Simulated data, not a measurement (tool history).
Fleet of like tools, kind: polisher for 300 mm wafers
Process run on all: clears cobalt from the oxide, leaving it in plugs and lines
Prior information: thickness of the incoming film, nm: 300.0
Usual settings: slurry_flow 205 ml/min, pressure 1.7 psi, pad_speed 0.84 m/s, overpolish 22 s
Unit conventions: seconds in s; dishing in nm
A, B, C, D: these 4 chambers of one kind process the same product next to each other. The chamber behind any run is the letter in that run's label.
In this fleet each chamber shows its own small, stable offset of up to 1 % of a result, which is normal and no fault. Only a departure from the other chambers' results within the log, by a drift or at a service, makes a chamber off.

run	hour	slurry_flow	pressure	pad_speed	overpolish	seconds	dishing
1B	3.4	205	1.7	0.84	22	71.556	42.311
2A	5.8	205	1.7	0.84	22	70.784	41.839
3D	9.7	205	1.7	0.84	22	72.423	41.562
4C	11.6	205	1.7	0.84	22	71.439	41.277
5D	14	205	1.7	0.84	22	71.84	41.009
6A	16.5	205	1.7	0.84	22	72.13	42.842
7C	19.1	205	1.7	0.84	22	70.036	41.571
8B	22.3	205	1.7	0.84	22	71.713	39.122
9A	24.7	205	1.7	0.84	22	70.88	41.1
10C	28.9	205	1.7	0.84	22	71.449	43.045
11D	31.1	205	1.7	0.84	22	71.31	40.021
12B	33.4	205	1.7	0.84	22	71.559	43.235
13A	35.3	205	1.3	1.06	22	73.831	41.76
14B	37.6	205	1.3	1.06	22	74.88	40.606
15C	39.7	205	1.3	1.06	22	74.077	40.697
16D	44.1	205	1.3	1.06	22	73.815	42.898
17C	47.1	205	1.7	0.84	22	71.7	40.579
18D	51.4	205	1.7	0.84	12	71.383	31.946
# hour 52.3: chamber D: worn pad replaced by a new one
19B	55.6	205	1.7	0.84	12	71.439	32.365
20A	57.5	205	1.7	0.84	12	71.15	31.094
21B	60.8	205	1.7	0.84	12	71.71	31.014
22C	63.6	205	1.7	0.84	22	74.07	41.19
23A	66	205	1.7	0.84	22	71.951	41.636
24D	68.9	205	1.7	0.84	22	72.046	41.51
25B	71.6	205	1.7	0.84	22	72.585	40.44
# hour 73.2: chamber A: worn pad replaced by a new one
26D	73.7	205	1.7	0.84	22	71.198	41.006
27C	77.8	205	1.7	0.84	22	74.686	40.082
28A	80.3	205	1.7	0.84	22	71.493	42.609
29B	83.1	205	1.7	0.84	22	71.226	41.58
30C	87.4	205	1.7	0.84	22	76.419	40.385
31D	89.4	205	1.7	0.84	22	71.288	42.536
32A	93.7	205	1.7	0.84	22	71.985	40.468
33B	96.5	225	1.7	0.84	12	71.449	31.299
34D	99.5	225	1.7	0.84	12	71.864	32.159
35A	102.3	225	1.7	0.84	12	71.039	31.291
# hour 104.1: chamber B: slurry nozzle cleaned
36C	104.6	225	1.7	0.84	12	77.084	31.26
# hour 105: chamber B: worn pad replaced by a new one
37D	108.9	205	1.7	0.84	22	72.889	41.877
38B	111.6	205	1.7	0.84	22	71.526	43.003

Read the log: is a single chamber off, either drifting away or since a service, is the gauge that measures every chamber drifting, or is nothing wrong beyond small per-chamber offsets? Name any odd chamber and what most likely caused it.

It is chamber C that slowly wanders off from its peers.
What lies behind it: head's pressure below its setpoint, % = 10.4.
With only this log, it may be confused with: removal rate lost through wear of the pad, %.

Which of the 4 candidates below, each the usual settings with something changed and its results left as question marks, puts chamber C back in line with what the other chambers give on the usual settings?
In line here means within this much of the mean the other chambers give on the usual settings: seconds 2.4 s; dishing 3.3 nm
39C-1	114.7	205	1.7	0.86	22	?	?
39C-2	114.7	205	1.7	0.82	22	?	?
39C-3	114.7	205	1.8	0.88	22	?	?
39C-4	114.7	205	1.6	0.8	22	?	?

Other chambers, usual settings, mean: seconds 71.648 s; dishing 41.604 nm
run	seconds	dishing
39C-1	78.176	39.8
39C-2	81.946	39.095
39C-3	72.124	40.946
39C-4	89.288	37.756
39C-3 is the one that brings the chamber's results back in line with the other chambers.
